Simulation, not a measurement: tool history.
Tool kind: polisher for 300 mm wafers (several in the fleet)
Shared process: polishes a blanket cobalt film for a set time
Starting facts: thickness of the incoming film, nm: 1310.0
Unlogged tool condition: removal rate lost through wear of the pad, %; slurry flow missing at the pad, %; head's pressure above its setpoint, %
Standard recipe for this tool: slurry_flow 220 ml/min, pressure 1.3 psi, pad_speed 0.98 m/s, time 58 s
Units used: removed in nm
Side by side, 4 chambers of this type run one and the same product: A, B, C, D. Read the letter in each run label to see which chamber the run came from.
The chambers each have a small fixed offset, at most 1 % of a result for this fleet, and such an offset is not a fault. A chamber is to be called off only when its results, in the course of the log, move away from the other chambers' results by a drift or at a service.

run   hour  slurry_flow  pressure  pad_speed  time  wafers polished on this pad  hours since the slurry nozzle was cleaned  hours since the head pressure was calibrated  removed
 1A    7.1          220       1.3       0.98    58                          222                                       35.5                                         978.9   198.31
      20.9  -- chamber C: head pressure recalibrated
      22.0  -- chamber C: worn pad replaced by a new one
 2D   22.1          220       1.3       0.98    58                          463                                      116.4                                         203.2   199.87
 3B   36.6          220       1.3       0.98    58                          333                                      230.8                                         356.1   199.99
 4C   47.2          220       1.3       0.98    58                          213                                      421.0                                          26.4   198.21
 5A   61.4          220       1.3       0.98    58                          680                                       89.8                                        1033.2   199.26
 6C   76.6          220       1.3       0.98    58                          461                                      450.4                                          55.8   195.14
      81.8  -- chamber A: worn pad replaced by a new one
      82.4  -- chamber B: worn pad replaced by a new one
 7B   85.5          220       1.3       0.98    58                           26                                      279.7                                         405.0   199.94
      90.2  -- chamber C: worn pad replaced by a new one
 8D   96.6          220       1.3       0.98    58                         1091                                      190.9                                         277.7   195.46
 9D  106.7          275       1.3       0.98    58                         1177                                      201.0                                         287.8   201.41
10C  122.0          275       1.3       0.98    58                          268                                      495.8                                         101.2   201.57
     125.1  -- chamber A: head pressure recalibrated
11B  130.0          275       1.3       0.98    58                          402                                      324.2                                         449.5   205.35
12A  144.8          275       1.3       0.98    58                          531                                      173.2                                          19.7   200.96
     148.3  -- chamber D: slurry nozzle cleaned
13B  156.1          220       1.3       0.98    58                          622                                      350.3                                         475.6   198.24
     160.0  -- chamber C: worn pad replaced by a new one
     165.7  -- chamber B: worn pad replaced by a new one
14C  165.7          220       1.3       0.98    58                           48                                      539.5                                         144.9   197.22
     172.7  -- chamber A: worn pad replaced by a new one
15A  175.2          220       1.3       0.98    58                           21                                      203.6                                          50.1   198.42
     183.2  -- chamber D: head pressure recalibrated
16D  189.2          220       1.3       0.98    58                         1873                                       41.0                                           6.1   194.05
17C  202.4          220       1.3       0.98    49                          358                                      576.2                                         181.6   166.82
18D  211.4          220       1.3       0.98    49                         2060                                       63.2                                          28.3   162.55
19A  218.9          220       1.3       0.98    49                          389                                      247.3                                          93.8   166.54
20B  234.2          220       1.3       0.98    49                          578                                      428.4                                         553.7   168.74
     239.4  -- chamber C: worn pad replaced by a new one
     245.4  -- chamber C: slurry nozzle cleaned
21B  248.4          220       1.3       0.98    58                          697                                      442.6                                         567.9   197.52
     248.5  -- chamber B: worn pad replaced by a new one
     251.1  -- chamber A: worn pad replaced by a new one
22A  259.6          245       1.3       0.66    58                           72                                      288.0                                         134.5   136.90
     269.5  -- chamber B: head pressure recalibrated
23D  274.9          245       1.3       0.66    58                         2596                                      126.7                                          91.8   129.66
24C  286.0          245       1.3       0.66    58                          393                                       40.7                                         265.2   133.53
25C  300.4          245       1.3       0.66    58                          515                                       55.1                                         279.6   133.49
     308.3  -- chamber C: worn pad replaced by a new one
26D  311.7          220       1.3       0.98    58                         2906                                      163.5                                         128.6   188.39
     320.0  -- chamber B: worn pad replaced by a new one
27B  325.0          220       1.3       0.98    58                           42                                      519.2                                          55.5   197.97
28A  339.4          220       1.3       0.98    58                          745                                      367.8                                         214.3   198.77
     346.0  -- chamber A: worn pad replaced by a new one
29D  350.6          220       1.3       0.98    58                         3234                                      202.4                                         167.5   184.66
30C  357.8          220       1.3       0.98    58                          417                                      112.5                                         337.0   197.83
31A  371.8          220       1.3       1.30    58                          218                                      400.2                                         246.7   261.63
32B  383.6          220       1.3       1.30    58                          536                                      577.8                                         114.1   264.84

The same settings go to every chamber for the next run, one line per chamber below. Forecast the results for each:
33A  395.1          220       1.1       0.98    58                                                                                                                              ?
33B  395.1          220       1.1       0.98    58                                                                                                                              ?
33C  395.1          220       1.1       0.98    58                                                                                                                              ?
33D  395.1          220       1.1       0.98    58                                                                                                                              ?

run  removed
33A   167.96
33B   168.03
33C   167.30
33D   155.54
